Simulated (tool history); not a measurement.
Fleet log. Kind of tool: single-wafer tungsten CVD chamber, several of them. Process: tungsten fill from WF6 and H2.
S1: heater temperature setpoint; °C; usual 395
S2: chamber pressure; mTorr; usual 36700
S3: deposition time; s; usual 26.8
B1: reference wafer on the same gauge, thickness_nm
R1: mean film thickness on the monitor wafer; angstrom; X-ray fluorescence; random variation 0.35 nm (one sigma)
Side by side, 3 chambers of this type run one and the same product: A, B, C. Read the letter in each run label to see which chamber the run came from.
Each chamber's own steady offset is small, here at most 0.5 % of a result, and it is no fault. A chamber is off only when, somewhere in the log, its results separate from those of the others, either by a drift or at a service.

run 1B hour=9.8 | S1=395 S2=36700 S3=26.8 | B1=73.187 | R1=772.67
run 2A hour=18.9 | S1=395 S2=36700 S3=26.8 | B1=73.171 | R1=780.4
run 3C hour=26.3 | S1=395 S2=36700 S3=26.8 | B1=73.283 | R1=776.91
run 4C hour=41.1 | S1=395 S2=36700 S3=26.8 | B1=73.221 | R1=778.27
run 5B hour=54.3 | S1=388 S2=39500 S3=26.8 | B1=73.2 | R1=699.78
run 6A hour=67.6 | S1=388 S2=39500 S3=26.8 | B1=73.198 | R1=696.35
run 7A hour=75.6 | S1=388 S2=39500 S3=26.8 | B1=73.245 | R1=710.51
-- hour=84 chamber C: thermocouple changed; heater temperature recalibrated
run 8B hour=86.2 | S1=395 S2=36700 S3=26.8 | B1=73.256 | R1=778.43
run 9C hour=97.8 | S1=409 S2=36700 S3=26.8 | B1=73.235 | R1=993.85
run 10C hour=110.8 | S1=409 S2=36700 S3=26.8 | B1=73.24 | R1=988.32
run 11B hour=123.3 | S1=409 S2=36700 S3=26.8 | B1=73.093 | R1=1004.3
run 12A hour=130.3 | S1=395 S2=36700 S3=26.8 | B1=73.256 | R1=787.2
run 13C hour=143.1 | S1=395 S2=36700 S3=26.8 | B1=73.174 | R1=777.1
run 14A hour=158.7 | S1=395 S2=36700 S3=26.8 | B1=73.196 | R1=785.06
-- hour=165 chamber B: thermocouple changed; heater temperature recalibrated
run 15B hour=170.4 | S1=395 S2=36700 S3=26.8 | B1=73.175 | R1=758.58
run 16C hour=181.4 | S1=395 S2=36700 S3=26.8 | B1=73.204 | R1=778.9
run 17A hour=192.3 | S1=395 S2=36700 S3=26.8 | B1=73.264 | R1=784.03
run 18B hour=203.1 | S1=395 S2=36700 S3=26.8 | B1=73.232 | R1=759.89
run 19C hour=217.8 | S1=395 S2=36700 S3=26.8 | B1=73.162 | R1=777.48
run 20A hour=229.6 | S1=395 S2=36700 S3=26.8 | B1=73.204 | R1=778.81
run 21B hour=242.6 | S1=395 S2=36700 S3=26.8 | B1=73.3 | R1=753.3
run 22C hour=256.3 | S1=395 S2=36700 S3=26.8 | B1=73.206 | R1=770.39
run 23B hour=271.3 | S1=395 S2=36700 S3=26.8 | B1=73.185 | R1=761.65
run 24A hour=279.4 | S1=395 S2=36700 S3=26.8 | B1=73.156 | R1=775.26
run 25B hour=290.8 | S1=404 S2=36700 S3=26.8 | B1=73.122 | R1=900.85
run 26C hour=302.4 | S1=404 S2=36700 S3=26.8 | B1=73.174 | R1=913.19
run 27A hour=315.3 | S1=404 S2=36700 S3=26.8 | B1=73.165 | R1=917.39
run 28C hour=325.7 | S1=395 S2=36700 S3=22.1 | B1=73.174 | R1=636.9
run 29A hour=335.2 | S1=395 S2=36700 S3=22.1 | B1=73.235 | R1=645.99
run 30B hour=342.8 | S1=395 S2=36700 S3=22.1 | B1=73.221 | R1=621.38
run 31B hour=355.2 | S1=395 S2=36700 S3=26.8 | B1=73.126 | R1=757.35
run 32A hour=365 | S1=395 S2=36700 S3=26.8 | B1=73.218 | R1=773.45
run 33C hour=372.1 | S1=395 S2=36700 S3=26.8 | B1=73.282 | R1=778.48

What goes on in this fleet: one chamber off, a drifting gauge, or nothing beyond the chambers' own small offsets? Name the chamber and the cause, if any.

A service on chamber B put it out of line with the rest.
Cause: wafer temperature below the value expected at the setpoint (K) = 1.22.

Below are 4 candidate recipes for chamber B's next run, each the usual settings with a change, their results shown as question marks. Which of them brings B's results back in line with what the other chambers give on the usual settings?
To be in line, a result may differ from the other chambers' mean on the usual settings by at most: R1 12 angstrom
run 34B-1 hour=383.4 | S1=393 S2=36300 S3=26.4 | R1=?
run 34B-2 hour=383.4 | S1=395 S2=38600 S3=26.8 | R1=?
run 34B-3 hour=383.4 | S1=395 S2=37800 S3=27.8 | R1=?
run 34B-4 hour=383.4 | S1=394 S2=36700 S3=26.8 | R1=?

The other chambers' mean on the usual settings: R1 777.78 angstrom
run=34B-1 R1=717.41
run=34B-2 R1=779.17
run=34B-3 R1=800.4
run=34B-4 R1=746.34
The answer is 34B-2, which returns the chamber to within the allowed miss of the others.
